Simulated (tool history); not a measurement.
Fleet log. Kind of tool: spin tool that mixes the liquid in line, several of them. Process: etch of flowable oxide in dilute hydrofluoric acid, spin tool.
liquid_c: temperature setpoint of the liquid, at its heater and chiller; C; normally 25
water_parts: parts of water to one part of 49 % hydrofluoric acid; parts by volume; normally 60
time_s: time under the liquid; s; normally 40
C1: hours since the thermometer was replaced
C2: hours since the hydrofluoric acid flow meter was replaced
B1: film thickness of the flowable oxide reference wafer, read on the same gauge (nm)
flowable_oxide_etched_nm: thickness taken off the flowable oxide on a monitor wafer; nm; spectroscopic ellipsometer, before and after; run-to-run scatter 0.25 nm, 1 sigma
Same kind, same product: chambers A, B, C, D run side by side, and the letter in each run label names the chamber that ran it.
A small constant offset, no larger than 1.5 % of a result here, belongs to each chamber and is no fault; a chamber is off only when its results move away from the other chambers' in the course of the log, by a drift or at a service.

Run 1A, hour 9.7: usual settings; C1 917.4; C2 115.0; B1 99.963. Result: flowable_oxide_etched_nm 31.222 nm.
At hour 15.7: chamber B: hydrofluoric acid flow meter replaced.
Run 2C, hour 18.5: usual settings; C1 1936.5; C2 370.4; B1 100.010. Result: flowable_oxide_etched_nm 31.343 nm.
Run 3D, hour 24.5: usual settings; C1 581.5; C2 430.7; B1 100.000. Result: flowable_oxide_etched_nm 31.065 nm.
At hour 32.1: chamber A: thermometer replaced.
Run 4B, hour 36.6: usual settings; C1 1675.8; C2 20.9; B1 100.020. Result: flowable_oxide_etched_nm 31.029 nm.
Run 5D, hour 44.7: usual settings; C1 601.7; C2 450.9; B1 99.969. Result: flowable_oxide_etched_nm 31.065 nm.
Run 6B, hour 53.1: usual settings; C1 1692.3; C2 37.4; B1 99.979. Result: flowable_oxide_etched_nm 31.145 nm.
Run 7A, hour 64.6: usual settings; C1 32.6; C2 169.9; B1 99.959. Result: flowable_oxide_etched_nm 31.106 nm.
Run 8C, hour 75.9: usual settings but water_parts 40 parts by volume, time_s 55 s; C1 1993.9; C2 427.8; B1 99.977. Result: flowable_oxide_etched_nm 66.243 nm.
Run 9C, hour 82.6: usual settings but water_parts 40 parts by volume, time_s 55 s; C1 2000.6; C2 434.5; B1 100.020. Result: flowable_oxide_etched_nm 66.296 nm.
Run 10B, hour 88.5: usual settings but water_parts 40 parts by volume, time_s 55 s; C1 1727.7; C2 72.8; B1 100.020. Result: flowable_oxide_etched_nm 66.072 nm.
Run 11A, hour 95.8: usual settings but water_parts 40 parts by volume, time_s 55 s; C1 63.8; C2 201.1; B1 99.991. Result: flowable_oxide_etched_nm 68.023 nm.
Run 12D, hour 101.2: usual settings; C1 658.2; C2 507.4; B1 100.000. Result: flowable_oxide_etched_nm 31.194 nm.
Run 13A, hour 112.0: usual settings; C1 80.0; C2 217.3; B1 99.981. Result: flowable_oxide_etched_nm 31.735 nm.
Run 14B, hour 118.8: usual settings but time_s 30 s; C1 1758.0; C2 103.1; B1 99.996. Result: flowable_oxide_etched_nm 23.444 nm.
Run 15D, hour 131.2: usual settings but time_s 30 s; C1 688.2; C2 537.4; B1 99.973. Result: flowable_oxide_etched_nm 23.176 nm.
Run 16C, hour 137.0: usual settings but time_s 30 s; C1 2055.0; C2 488.9; B1 100.000. Result: flowable_oxide_etched_nm 23.652 nm.
Run 17A, hour 145.4: usual settings but time_s 30 s; C1 113.4; C2 250.7; B1 100.000. Result: flowable_oxide_etched_nm 23.285 nm.
Run 18C, hour 157.3: usual settings; C1 2075.3; C2 509.2; B1 100.030. Result: flowable_oxide_etched_nm 31.129 nm.
At hour 168.9: chamber D: hydrofluoric acid flow meter replaced.
Run 19D, hour 169.5: usual settings; C1 726.5; C2 0.7; B1 99.961. Result: flowable_oxide_etched_nm 31.162 nm.
Run 20B, hour 176.2: usual settings; C1 1815.4; C2 160.5; B1 99.946. Result: flowable_oxide_etched_nm 31.618 nm.
Run 21D, hour 183.1: usual settings but water_parts 85 parts by volume; C1 740.1; C2 14.3; B1 99.963. Result: flowable_oxide_etched_nm 20.953 nm.
Run 22C, hour 189.9: usual settings but water_parts 85 parts by volume; C1 2107.9; C2 541.8; B1 100.010. Result: flowable_oxide_etched_nm 21.359 nm.
Run 23B, hour 201.0: usual settings but water_parts 85 parts by volume; C1 1840.2; C2 185.3; B1 100.020. Result: flowable_oxide_etched_nm 21.272 nm.
Run 24A, hour 206.6: usual settings but water_parts 85 parts by volume; C1 174.6; C2 311.9; B1 99.971. Result: flowable_oxide_etched_nm 21.371 nm.
Run 25C, hour 217.4: usual settings; C1 2135.4; C2 569.3; B1 100.030. Result: flowable_oxide_etched_nm 31.486 nm.
Run 26B, hour 223.9: usual settings but liquid_c 29 C; C1 1863.1; C2 208.2; B1 100.060. Result: flowable_oxide_etched_nm 36.082 nm.
Run 27D, hour 231.3: usual settings but liquid_c 29 C; C1 788.3; C2 62.5; B1 99.956. Result: flowable_oxide_etched_nm 36.080 nm.
Run 28A, hour 239.5: usual settings but liquid_c 29 C; C1 207.5; C2 344.8; B1 100.010. Result: flowable_oxide_etched_nm 36.877 nm.
Run 29D, hour 249.5: usual settings but liquid_c 29 C; C1 806.5; C2 80.7; B1 100.040. Result: flowable_oxide_etched_nm 36.567 nm.
Run 30A, hour 259.1: usual settings; C1 227.1; C2 364.4; B1 99.997. Result: flowable_oxide_etched_nm 31.496 nm.
Run 31C, hour 270.5: usual settings; C1 2188.5; C2 622.4; B1 99.960. Result: flowable_oxide_etched_nm 30.835 nm.
Run 32B, hour 282.1: usual settings; C1 1921.3; C2 266.4; B1 99.985. Result: flowable_oxide_etched_nm 31.183 nm.

Does one chamber stand apart from the rest, does the shared gauge drift, or is all well apart from small per-chamber offsets? Give the chamber and the most likely cause, where there is one.

Nothing is wrong: each chamber keeps only its own small, steady offset and the gauge holds still.
